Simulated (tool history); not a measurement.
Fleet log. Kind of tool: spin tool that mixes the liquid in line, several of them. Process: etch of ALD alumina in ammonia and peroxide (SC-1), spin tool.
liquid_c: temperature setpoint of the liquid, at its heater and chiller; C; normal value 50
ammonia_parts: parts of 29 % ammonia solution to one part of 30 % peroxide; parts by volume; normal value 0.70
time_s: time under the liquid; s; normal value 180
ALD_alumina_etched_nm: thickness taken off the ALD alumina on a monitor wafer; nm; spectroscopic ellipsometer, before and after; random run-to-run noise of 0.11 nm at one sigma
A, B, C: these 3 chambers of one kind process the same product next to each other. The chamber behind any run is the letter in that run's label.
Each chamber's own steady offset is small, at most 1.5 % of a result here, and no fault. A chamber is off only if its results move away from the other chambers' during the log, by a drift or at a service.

run    day  liquid_c  ammonia_parts  time_s  hours since the thermometer was replaced  hours since the ammonia flow meter was replaced  hours since the heated supply line was repaired  hours since the drum of ammonia solution was connected  read-back film thickness of the ALD alumina reference wafer, read on the same gauge (nm)  ALD_alumina_etched_nm
 1B  0.162        50           0.70     180                                    1451.1                                            460.6                                           3473.0                                                   316.1                                                                                    30.011                 12.040
 2C  0.308        50           0.70     180                                     926.3                                           1223.0                                            165.1                                                   140.7                                                                                    30.016                 12.226
 3A  0.538        50           0.70     180                                     871.8                                            102.1                                            856.9                                                    75.9                                                                                    30.008                 12.064
 4B  0.746        50           0.70     180                                    1465.1                                            474.6                                           3487.0                                                   330.1                                                                                    30.003                 12.133
 5A  0.954        50           0.70     180                                     881.8                                            112.1                                            866.9                                                    85.9                                                                                    29.996                 12.092
 6C  1.079        50           0.70     180                                     944.8                                           1241.5                                            183.6                                                   159.2                                                                                    29.991                 12.216
 7C  1.200        50           0.70     180                                     947.7                                           1244.4                                            186.5                                                   162.1                                                                                    30.001                 12.143
 8A  1.421        50           0.70     180                                     893.0                                            123.3                                            878.1                                                    97.1                                                                                    30.014                 11.958
 9B  1.567        50           0.70     180                                    1484.8                                            494.3                                           3506.7                                                   349.8                                                                                    30.007                 12.045
10B  1.779        50           0.70     180                                    1489.9                                            499.4                                           3511.8                                                   354.9                                                                                    30.005                 12.196
11A  1.971        50           0.70     180                                     906.2                                            136.5                                            891.3                                                   110.3                                                                                    29.958                 12.267
12C  2.142        50           0.45     180                                     970.3                                           1267.0                                            209.1                                                   184.7                                                                                    29.990                 11.674
     2.221  -- chamber C: thermometer replaced
13B  2.246        50           0.45     180                                    1501.1                                            510.6                                           3523.0                                                   366.1                                                                                    30.004                 11.586
14C  2.450        50           0.45     180                                       5.5                                           1274.4                                            216.5                                                   192.1                                                                                    29.988                 11.653
15A  2.658        50           0.70     180                                     922.7                                            153.0                                            907.8                                                   126.8                                                                                    29.997                 12.146
16B  2.779        50           0.70     180                                    1513.9                                            523.4                                           3535.8                                                   378.9                                                                                    30.008                 12.239
17A  2.967        50           0.70     180                                     930.1                                            160.4                                            915.2                                                   134.2                                                                                    29.997                 12.085
18C  3.183        50           0.70     180                                      23.1                                           1292.0                                            234.1                                                   209.7                                                                                    29.975                 12.127
19C  3.383        50           0.70     180                                      27.9                                           1296.8                                            238.9                                                   214.5                                                                                    30.000                 12.210
20A  3.588        50           0.70     180                                     945.0                                            175.3                                            930.1                                                   149.1                                                                                    30.032                 12.051
21B  3.725        50           0.70     180                                    1536.6                                            546.1                                           3558.5                                                   401.6                                                                                    29.998                 12.120
22B  3.833        50           0.35     180                                    1539.2                                            548.7                                           3561.1                                                   404.2                                                                                    30.015                 11.364
23C  4.004        50           0.35     180                                      42.8                                           1311.7                                            253.8                                                   229.4                                                                                    29.998                 11.429
24A  4.242        50           0.35     180                                     960.7                                            191.0                                            945.8                                                   164.8                                                                                    29.974                 11.344
25B  4.438        50           0.70     180                                    1553.7                                            563.2                                           3575.6                                                   418.7                                                                                    30.011                 12.349
26C  4.671        50           0.70     180                                      58.8                                           1327.7                                            269.8                                                   245.4                                                                                    30.009                 12.189
27A  4.812        50           0.70     180                                     974.4                                            204.7                                            959.5                                                   178.5                                                                                    29.980                 12.026
28C  5.029        50           0.70     180                                      67.4                                           1336.3                                            278.4                                                   254.0                                                                                    29.989                 12.008

Read the log: is a single chamber off, either drifting away or since a service, is the gauge that measures every chamber drifting, or is nothing wrong beyond small per-chamber offsets? Name any odd chamber and what most likely caused it.

Nothing is wrong: each chamber keeps only its own small, steady offset and the gauge holds still.
